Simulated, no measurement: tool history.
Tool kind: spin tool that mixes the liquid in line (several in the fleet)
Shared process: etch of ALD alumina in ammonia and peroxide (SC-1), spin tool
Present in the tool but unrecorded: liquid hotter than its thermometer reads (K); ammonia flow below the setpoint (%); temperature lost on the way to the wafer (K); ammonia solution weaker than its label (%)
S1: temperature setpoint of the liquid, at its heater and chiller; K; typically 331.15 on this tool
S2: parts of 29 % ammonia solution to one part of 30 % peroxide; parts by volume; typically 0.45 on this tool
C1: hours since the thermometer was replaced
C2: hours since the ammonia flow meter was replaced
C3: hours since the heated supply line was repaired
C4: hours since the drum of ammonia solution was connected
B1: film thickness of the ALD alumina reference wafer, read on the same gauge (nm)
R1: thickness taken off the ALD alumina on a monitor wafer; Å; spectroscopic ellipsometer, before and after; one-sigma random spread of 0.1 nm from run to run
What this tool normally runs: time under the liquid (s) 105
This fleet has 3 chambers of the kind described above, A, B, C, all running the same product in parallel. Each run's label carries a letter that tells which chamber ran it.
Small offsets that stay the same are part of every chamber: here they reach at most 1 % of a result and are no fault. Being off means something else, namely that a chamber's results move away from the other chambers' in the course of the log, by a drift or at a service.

Run 1C, hour 3.9: usual settings; C1 1472.6; C2 634.5; C3 106.0; C4 728.2; B1 49.980. Result: R1 146.23 Å.
Run 2A, hour 9.7: usual settings; C1 1277.6; C2 664.0; C3 1448.4; C4 687.5; B1 49.980. Result: R1 146.67 Å.
Run 3B, hour 14.0: usual settings; C1 193.8; C2 1421.9; C3 1242.0; C4 597.2; B1 49.985. Result: R1 147.80 Å.
Run 4B, hour 19.7: usual settings; C1 199.5; C2 1427.6; C3 1247.7; C4 602.9; B1 49.986. Result: R1 144.47 Å.
Run 5C, hour 24.4: usual settings; C1 1493.1; C2 655.0; C3 126.5; C4 748.7; B1 50.030. Result: R1 144.05 Å.
Run 6A, hour 27.2: usual settings but time under the liquid (s) 140; C1 1295.1; C2 681.5; C3 1465.9; C4 705.0; B1 50.002. Result: R1 197.19 Å.
Run 7C, hour 30.6: usual settings but time under the liquid (s) 140; C1 1499.3; C2 661.2; C3 132.7; C4 754.9; B1 49.966. Result: R1 197.01 Å.
Run 8A, hour 35.7: usual settings but time under the liquid (s) 140; C1 1303.6; C2 690.0; C3 1474.4; C4 713.5; B1 49.964. Result: R1 196.25 Å.
Run 9B, hour 40.6: usual settings; C1 220.4; C2 1448.5; C3 1268.6; C4 623.8; B1 49.987. Result: R1 145.59 Å.
Run 10B, hour 44.8: usual settings; C1 224.6; C2 1452.7; C3 1272.8; C4 628.0; B1 49.976. Result: R1 146.68 Å.
Run 11A, hour 49.9: usual settings; C1 1317.8; C2 704.2; C3 1488.6; C4 727.7; B1 49.986. Result: R1 149.91 Å.
Run 12C, hour 54.8: usual settings; C1 1523.5; C2 685.4; C3 156.9; C4 779.1; B1 50.014. Result: R1 145.87 Å.
Run 13A, hour 58.6: usual settings; C1 1326.5; C2 712.9; C3 1497.3; C4 736.4; B1 49.980. Result: R1 151.73 Å.
Run 14B, hour 64.0: usual settings; C1 243.8; C2 1471.9; C3 1292.0; C4 647.2; B1 50.018. Result: R1 146.07 Å.
Run 15C, hour 67.0: usual settings; C1 1535.7; C2 697.6; C3 169.1; C4 791.3; B1 50.014. Result: R1 147.46 Å.
Run 16C, hour 71.7: usual settings but S2 0.55 parts by volume, time under the liquid (s) 125; C1 1540.4; C2 702.3; C3 173.8; C4 796.0; B1 50.010. Result: R1 178.34 Å.
Run 17A, hour 76.0: usual settings but S2 0.55 parts by volume, time under the liquid (s) 125; C1 1343.9; C2 730.3; C3 1514.7; C4 753.8; B1 50.002. Result: R1 188.49 Å.
Run 18B, hour 79.8: usual settings but S2 0.55 parts by volume, time under the liquid (s) 125; C1 259.6; C2 1487.7; C3 1307.8; C4 663.0; B1 49.966. Result: R1 176.68 Å.
Run 19C, hour 83.9: usual settings; C1 1552.6; C2 714.5; C3 186.0; C4 808.2; B1 50.025. Result: R1 147.22 Å.
Run 20A, hour 89.5: usual settings; C1 1357.4; C2 743.8; C3 1528.2; C4 767.3; B1 50.005. Result: R1 159.90 Å.
Run 21B, hour 94.4: usual settings; C1 274.2; C2 1502.3; C3 1322.4; C4 677.6; B1 49.993. Result: R1 147.17 Å.
Run 22B, hour 98.8: usual settings but S1 325.65 K; C1 278.6; C2 1506.7; C3 1326.8; C4 682.0; B1 49.995. Result: R1 109.15 Å.

Next, every chamber runs the same settings. What will each give?
Run 23A, hour 102.9: usual settings. Result: R1 ?.
Run 23B, hour 102.9: usual settings. Result: R1 ?.
Run 23C, hour 102.9: usual settings. Result: R1 ?.

run      R1
23A  159.16
23B  146.59
23C  146.06
